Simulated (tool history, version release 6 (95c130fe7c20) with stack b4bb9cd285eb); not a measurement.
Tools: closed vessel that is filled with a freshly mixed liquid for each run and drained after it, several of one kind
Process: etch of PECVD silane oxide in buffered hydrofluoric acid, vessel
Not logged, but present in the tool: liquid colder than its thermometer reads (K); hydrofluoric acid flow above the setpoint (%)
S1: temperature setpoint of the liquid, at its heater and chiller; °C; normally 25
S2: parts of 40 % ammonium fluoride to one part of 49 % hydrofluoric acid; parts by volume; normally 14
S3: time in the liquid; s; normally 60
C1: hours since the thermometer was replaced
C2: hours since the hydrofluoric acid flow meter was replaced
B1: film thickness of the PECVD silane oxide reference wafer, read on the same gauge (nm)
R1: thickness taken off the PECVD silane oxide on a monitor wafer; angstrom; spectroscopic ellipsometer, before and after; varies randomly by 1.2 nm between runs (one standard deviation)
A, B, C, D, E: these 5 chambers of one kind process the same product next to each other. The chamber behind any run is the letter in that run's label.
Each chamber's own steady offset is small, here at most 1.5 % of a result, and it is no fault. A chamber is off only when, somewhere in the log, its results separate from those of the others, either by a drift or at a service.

run    day    S1    S2  S3      C1      C2      B1      R1
 1D  0.242    25    14  60  1901.2   865.9   59.98  1669.4
 2C  0.421    25    14  60    1438   362.1  60.012  1660.8
 3A  0.621    25    14  60  1186.1     896  60.024    1702
 4E  0.833    25    14  60  1010.7    1349  59.979  1679.2
 5B  0.958    25    14  60  1354.2   303.3  60.008  1713.4
 6B  1.121    25    12  60  1358.1   307.2  60.029  1992.1
 7E  1.312    25    12  60  1022.2  1360.5  59.998  1923.3
 8C    1.5    25    12  60  1463.9     388  59.998  1978.3
 9D  1.638    25    12  60  1934.7   899.4  59.987  1936.9
10A  1.821    25    12  60  1214.9   924.8  60.008  1951.4
11A  1.958  22.5  11.5  60  1218.2   928.1  59.973  1764.3
12E  2.208  22.5  11.5  60  1043.7    1382  60.003  1769.3
13D  2.454  22.5  11.5  60  1954.3     919      60  1775.6
14B  2.696  22.5  11.5  60  1395.9     345  59.999  1816.5
15C  2.812  22.5  11.5  60  1495.4   419.5  60.013  1757.8
16C   2.95    25    14  60  1498.7   422.8  59.989  1676.3
17E  3.071    25    14  60  1064.4  1402.7  59.979  1718.8
18A  3.271    25    17  85  1249.7   959.6  59.966  1959.4
19D  3.425    25    17  85  1977.6   942.3  60.001  1953.4
20B  3.571    25    17  85  1416.9     366  60.008  2015.7
21E  3.717    25    17  85  1079.9  1418.2  60.016  2032.7
22D  3.875    25    17  85  1988.4   953.1  60.017  1959.4
23C  4.079    25    14  60  1525.8   449.9  60.017  1657.1
     4.271  -- chamber B: hydrofluoric acid flow meter replaced
24B  4.271    25    14  60  1433.7     0.1  59.982  1671.7
25A  4.462    25    14  60  1278.3   988.2  59.987  1689.1
26D  4.612    25    14  60  2006.1   970.8  59.984  1666.4
27C  4.854    25    14  60  1544.4   468.5   59.96  1673.7
28E  5.046    25    14  60  1111.8  1450.1  59.996  1764.7
29A  5.212    25    14  60  1296.3  1006.2  60.007  1704.5
30B  5.392    25    10  85  1460.6      27  59.986  3285.9
31E  5.642    25    10  85  1126.1  1464.4  59.994  3424.8
     5.833  -- chamber A: hydrofluoric acid flow meter replaced
32A  5.875    25    10  85  1312.2     1.1  59.993  3302.1
33C  6.129    25    10  85    1575   499.1  60.035  3293.2
34D  6.317    25    10  85    2047  1011.7  59.979  3333.9
35B  6.467    25    14  60  1486.4    52.8  60.012  1703.3

Predict what each chamber gives when all 5 of them run the settings below next.
36A  6.654  25  14  60               ?
36B  6.654  25  14  60               ?
36C  6.654  25  14  60               ?
36D  6.654  25  14  60               ?
36E  6.654  25  14  60               ?

run      R1
36A  1703.4
36B  1695.2
36C  1659.6
36D  1647.5
36E  1829.7
